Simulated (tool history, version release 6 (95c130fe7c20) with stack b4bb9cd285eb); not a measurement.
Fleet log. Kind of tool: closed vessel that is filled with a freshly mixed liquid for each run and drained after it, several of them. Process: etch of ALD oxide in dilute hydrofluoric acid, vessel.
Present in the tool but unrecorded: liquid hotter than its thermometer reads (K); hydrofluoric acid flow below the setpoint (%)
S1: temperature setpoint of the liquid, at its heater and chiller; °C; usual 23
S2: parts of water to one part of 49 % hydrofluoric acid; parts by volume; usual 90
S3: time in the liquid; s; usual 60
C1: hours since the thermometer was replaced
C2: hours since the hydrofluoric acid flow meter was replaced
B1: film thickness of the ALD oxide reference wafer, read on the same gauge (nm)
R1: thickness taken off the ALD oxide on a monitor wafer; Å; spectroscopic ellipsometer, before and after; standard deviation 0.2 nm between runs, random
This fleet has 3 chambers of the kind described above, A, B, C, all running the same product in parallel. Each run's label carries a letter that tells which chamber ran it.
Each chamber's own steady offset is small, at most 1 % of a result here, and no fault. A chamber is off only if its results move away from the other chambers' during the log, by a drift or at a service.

run,hour,S1,S2,S3,C1,C2,B1,R1
1A,4.7,23,90,60,1321.1,108.8,79.975,211.15
2B,13.7,23,90,60,1620.7,436.0,80.012,207.68
3C,23.1,23,90,60,471.9,286.6,79.982,216.45
4B,32.6,23,90,60,1639.6,454.9,79.996,209.20
5A,39.1,23,90,60,1355.5,143.2,79.997,212.66
6C,48.3,23,90,60,497.1,311.8,79.984,210.57
7B,56.4,23,90,60,1663.4,478.7,79.979,211.48
8C,65.2,23,90,60,514.0,328.7,79.975,208.56
9A,73.2,23,90,45,1389.6,177.3,80.008,161.71
10C,79.6,23,90,45,528.4,343.1,79.980,158.87
11B,87.7,23,90,45,1694.7,510.0,80.012,155.82
12A,93.7,23,90,60,1410.1,197.8,79.984,210.04
13C,102.1,23,90,60,550.9,365.6,80.012,214.24
14A,107.5,23,90,60,1423.9,211.6,79.995,210.05
15B,113.5,23,90,60,1720.5,535.8,79.985,208.03
16B,119.9,23,90,60,1726.9,542.2,80.027,206.80
17C,126.9,23,90,60,575.7,390.4,80.025,211.48
18A,132.8,23,90,60,1449.2,236.9,79.971,213.81
19A,139.1,23,90,60,1455.5,243.2,80.004,213.56
20C,145.7,23,90,60,594.5,409.2,80.005,217.98
21B,151.8,23,90,60,1758.8,574.1,80.011,209.27
22C,161.0,23,90,60,609.8,424.5,80.005,212.02
23A,165.5,23,90,60,1481.9,269.6,79.996,211.18
24B,174.3,23,90,60,1781.3,596.6,80.012,209.48
25A,183.4,23,90,60,1499.8,287.5,80.007,208.04
26C,187.9,23,90,60,636.7,451.4,79.997,213.35
27B,192.4,23,90,60,1799.4,614.7,79.981,208.25

Next, every chamber runs the same settings. What will each give?
28A,199.2,23,115,60,,,,?
28B,199.2,23,115,60,,,,?
28C,199.2,23,115,60,,,,?

run,R1
28A,160.16
28B,161.63
28C,156.76

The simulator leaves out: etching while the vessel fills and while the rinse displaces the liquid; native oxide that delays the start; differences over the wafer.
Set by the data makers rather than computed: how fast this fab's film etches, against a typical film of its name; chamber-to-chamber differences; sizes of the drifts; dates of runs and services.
